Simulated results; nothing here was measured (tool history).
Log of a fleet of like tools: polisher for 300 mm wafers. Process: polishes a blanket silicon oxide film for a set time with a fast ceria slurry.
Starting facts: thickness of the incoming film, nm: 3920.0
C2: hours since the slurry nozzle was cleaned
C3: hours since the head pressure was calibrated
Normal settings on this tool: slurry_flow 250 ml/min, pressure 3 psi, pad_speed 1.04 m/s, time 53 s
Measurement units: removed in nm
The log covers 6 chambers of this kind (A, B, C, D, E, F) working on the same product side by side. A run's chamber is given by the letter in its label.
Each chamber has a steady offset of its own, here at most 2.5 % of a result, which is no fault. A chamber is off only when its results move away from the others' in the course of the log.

run 1C hour=3.8 | slurry_flow=250 pressure=3 pad_speed=1.04 time=53 | wafers_polished_on_this_pad=470 C2=187.6 C3=238.4 | removed=861.88
-- hour=8.7 chamber D: slurry nozzle cleaned
run 2A hour=8.8 | slurry_flow=250 pressure=3 pad_speed=1.04 time=53 | wafers_polished_on_this_pad=242 C2=303.9 C3=126.8 | removed=862.11
run 3B hour=14.6 | slurry_flow=250 pressure=3 pad_speed=1.04 time=53 | wafers_polished_on_this_pad=660 C2=357.7 C3=572.8 | removed=859.28
run 4E hour=22 | slurry_flow=250 pressure=3 pad_speed=1.04 time=53 | wafers_polished_on_this_pad=634 C2=514.1 C3=72 | removed=855.63
-- hour=22.5 chamber B: head pressure recalibrated
run 5F hour=27.1 | slurry_flow=250 pressure=3 pad_speed=1.04 time=53 | wafers_polished_on_this_pad=430 C2=812.6 C3=606.7 | removed=855.64
run 6D hour=33.6 | slurry_flow=250 pressure=3 pad_speed=1.04 time=53 | wafers_polished_on_this_pad=434 C2=25 C3=152.8 | removed=898.63
run 7A hour=38 | slurry_flow=250 pressure=3 pad_speed=1.04 time=53 | wafers_polished_on_this_pad=614 C2=333.1 C3=156 | removed=838.11
run 8E hour=41.6 | slurry_flow=250 pressure=3 pad_speed=1.04 time=53 | wafers_polished_on_this_pad=884 C2=533.7 C3=91.6 | removed=838.03
run 9B hour=44.9 | slurry_flow=250 pressure=3 pad_speed=1.04 time=53 | wafers_polished_on_this_pad=1046 C2=388 C3=22.5 | removed=856.9
run 10D hour=48.8 | slurry_flow=250 pressure=3 pad_speed=1.04 time=53 | wafers_polished_on_this_pad=628 C2=40.2 C3=168 | removed=869.31
run 11F hour=53.5 | slurry_flow=250 pressure=3 pad_speed=1.04 time=53 | wafers_polished_on_this_pad=766 C2=839 C3=633.1 | removed=860.87
-- hour=53.7 chamber B: worn pad replaced by a new one
run 12C hour=57.6 | slurry_flow=250 pressure=3 pad_speed=1.04 time=53 | wafers_polished_on_this_pad=1156 C2=241.4 C3=292.2 | removed=870.81
run 13E hour=62.9 | slurry_flow=250 pressure=3 pad_speed=1.04 time=53 | wafers_polished_on_this_pad=1155 C2=555 C3=112.9 | removed=858.83
-- hour=64.8 chamber A: worn pad replaced by a new one
run 14D hour=68.6 | slurry_flow=250 pressure=3 pad_speed=1.04 time=53 | wafers_polished_on_this_pad=880 C2=60 C3=187.8 | removed=865.75
run 15F hour=74.5 | slurry_flow=250 pressure=3 pad_speed=1.04 time=53 | wafers_polished_on_this_pad=1034 C2=860 C3=654.1 | removed=846.27
-- hour=74.9 chamber D: worn pad replaced by a new one
run 16B hour=81.2 | slurry_flow=250 pressure=3 pad_speed=1.24 time=53 | wafers_polished_on_this_pad=350 C2=424.3 C3=58.8 | removed=1008.1
-- hour=82.3 chamber E: worn pad replaced by a new one
-- hour=82.8 chamber C: worn pad replaced by a new one
-- hour=84 chamber F: worn pad replaced by a new one
run 17A hour=88.2 | slurry_flow=250 pressure=3 pad_speed=1.24 time=53 | wafers_polished_on_this_pad=299 C2=383.3 C3=206.2 | removed=1017.7
run 18C hour=95.4 | slurry_flow=250 pressure=3 pad_speed=1.24 time=53 | wafers_polished_on_this_pad=161 C2=279.2 C3=330 | removed=1030.5
run 19E hour=98.8 | slurry_flow=250 pressure=3 pad_speed=1.24 time=53 | wafers_polished_on_this_pad=210 C2=590.9 C3=148.8 | removed=998.25
run 20F hour=102.2 | slurry_flow=250 pressure=3 pad_speed=1.24 time=53 | wafers_polished_on_this_pad=233 C2=887.7 C3=681.8 | removed=1025.4
-- hour=105.5 chamber F: slurry nozzle cleaned
run 21D hour=109.1 | slurry_flow=250 pressure=3 pad_speed=1.24 time=53 | wafers_polished_on_this_pad=436 C2=100.5 C3=228.3 | removed=1025.3
run 22C hour=114 | slurry_flow=250 pressure=3 pad_speed=1.04 time=53 | wafers_polished_on_this_pad=398 C2=297.8 C3=348.6 | removed=842.17
-- hour=117.2 chamber A: slurry nozzle cleaned
run 23B hour=120.6 | slurry_flow=250 pressure=3 pad_speed=1.04 time=53 | wafers_polished_on_this_pad=853 C2=463.7 C3=98.2 | removed=858.16
run 24A hour=125.2 | slurry_flow=250 pressure=3 pad_speed=1.04 time=53 | wafers_polished_on_this_pad=770 C2=8 C3=243.2 | removed=864.24
-- hour=129.1 chamber F: head pressure recalibrated
run 25F hour=132.2 | slurry_flow=250 pressure=3 pad_speed=0.88 time=53 | wafers_polished_on_this_pad=615 C2=26.8 C3=3.1 | removed=723.65
run 26B hour=136.4 | slurry_flow=250 pressure=3 pad_speed=0.88 time=53 | wafers_polished_on_this_pad=1054 C2=479.5 C3=114 | removed=725.08
-- hour=137.1 chamber B: worn pad replaced by a new one
run 27D hour=141.3 | slurry_flow=250 pressure=3 pad_speed=0.88 time=53 | wafers_polished_on_this_pad=846 C2=132.7 C3=260.5 | removed=736.87
-- hour=144.9 chamber A: worn pad replaced by a new one
run 28A hour=146.7 | slurry_flow=250 pressure=3 pad_speed=0.88 time=53 | wafers_polished_on_this_pad=23 C2=29.5 C3=264.7 | removed=729.15
-- hour=147.2 chamber D: worn pad replaced by a new one
run 29C hour=150.7 | slurry_flow=250 pressure=3 pad_speed=0.88 time=53 | wafers_polished_on_this_pad=865 C2=334.5 C3=385.3 | removed=724.75
run 30E hour=154.8 | slurry_flow=250 pressure=3 pad_speed=0.88 time=53 | wafers_polished_on_this_pad=924 C2=646.9 C3=204.8 | removed=733.14
run 31B hour=159.3 | slurry_flow=250 pressure=3 pad_speed=0.84 time=53 | wafers_polished_on_this_pad=283 C2=502.4 C3=136.9 | removed=692.56
run 32C hour=162.6 | slurry_flow=250 pressure=3 pad_speed=0.84 time=53 | wafers_polished_on_this_pad=1017 C2=346.4 C3=397.2 | removed=682.23
run 33E hour=169.6 | slurry_flow=250 pressure=3 pad_speed=0.84 time=53 | wafers_polished_on_this_pad=1112 C2=661.7 C3=219.6 | removed=679.51
run 34A hour=175.3 | slurry_flow=250 pressure=3 pad_speed=0.84 time=53 | wafers_polished_on_this_pad=387 C2=58.1 C3=293.3 | removed=673.01
run 35F hour=182.6 | slurry_flow=250 pressure=3 pad_speed=0.84 time=53 | wafers_polished_on_this_pad=1258 C2=77.2 C3=53.5 | removed=697.54
-- hour=183.2 chamber F: worn pad replaced by a new one
-- hour=183.4 chamber E: worn pad replaced by a new one
run 36D hour=188.9 | slurry_flow=250 pressure=3 pad_speed=0.84 time=53 | wafers_polished_on_this_pad=532 C2=180.3 C3=308.1 | removed=707.18
run 37E hour=192.1 | slurry_flow=250 pressure=3 pad_speed=1.04 time=53 | wafers_polished_on_this_pad=111 C2=684.2 C3=242.1 | removed=846.11
-- hour=194.3 chamber C: worn pad replaced by a new one
run 38F hour=198.1 | slurry_flow=250 pressure=3 pad_speed=1.04 time=53 | wafers_polished_on_this_pad=190 C2=92.7 C3=69 | removed=885.06
-- hour=199 chamber C: slurry nozzle cleaned
run 39C hour=203.8 | slurry_flow=250 pressure=3 pad_speed=1.04 time=53 | wafers_polished_on_this_pad=121 C2=4.9 C3=438.4 | removed=848.87
run 40A hour=209.4 | slurry_flow=250 pressure=3 pad_speed=1.04 time=53 | wafers_polished_on_this_pad=822 C2=92.2 C3=327.4 | removed=852.02
run 41B hour=215 | slurry_flow=250 pressure=3 pad_speed=1.04 time=53 | wafers_polished_on_this_pad=993 C2=558.1 C3=192.6 | removed=836.22
run 42D hour=219.8 | slurry_flow=250 pressure=3 pad_speed=1.04 time=53 | wafers_polished_on_this_pad=926 C2=211.2 C3=339 | removed=878.97
run 43B hour=226.6 | slurry_flow=325 pressure=3 pad_speed=1.04 time=35 | wafers_polished_on_this_pad=1141 C2=569.7 C3=204.2 | removed=569.44
run 44D hour=231.9 | slurry_flow=325 pressure=3 pad_speed=1.04 time=35 | wafers_polished_on_this_pad=1080 C2=223.3 C3=351.1 | removed=590.82

Which is it: a chamber that has drifted or been left off by a service, a gauge drift common to all chambers, or only each chamber's usual small offset? If a chamber is off, name it and its likeliest cause.

Beyond each chamber's small constant offset nothing stands out, and the gauge stays steady.

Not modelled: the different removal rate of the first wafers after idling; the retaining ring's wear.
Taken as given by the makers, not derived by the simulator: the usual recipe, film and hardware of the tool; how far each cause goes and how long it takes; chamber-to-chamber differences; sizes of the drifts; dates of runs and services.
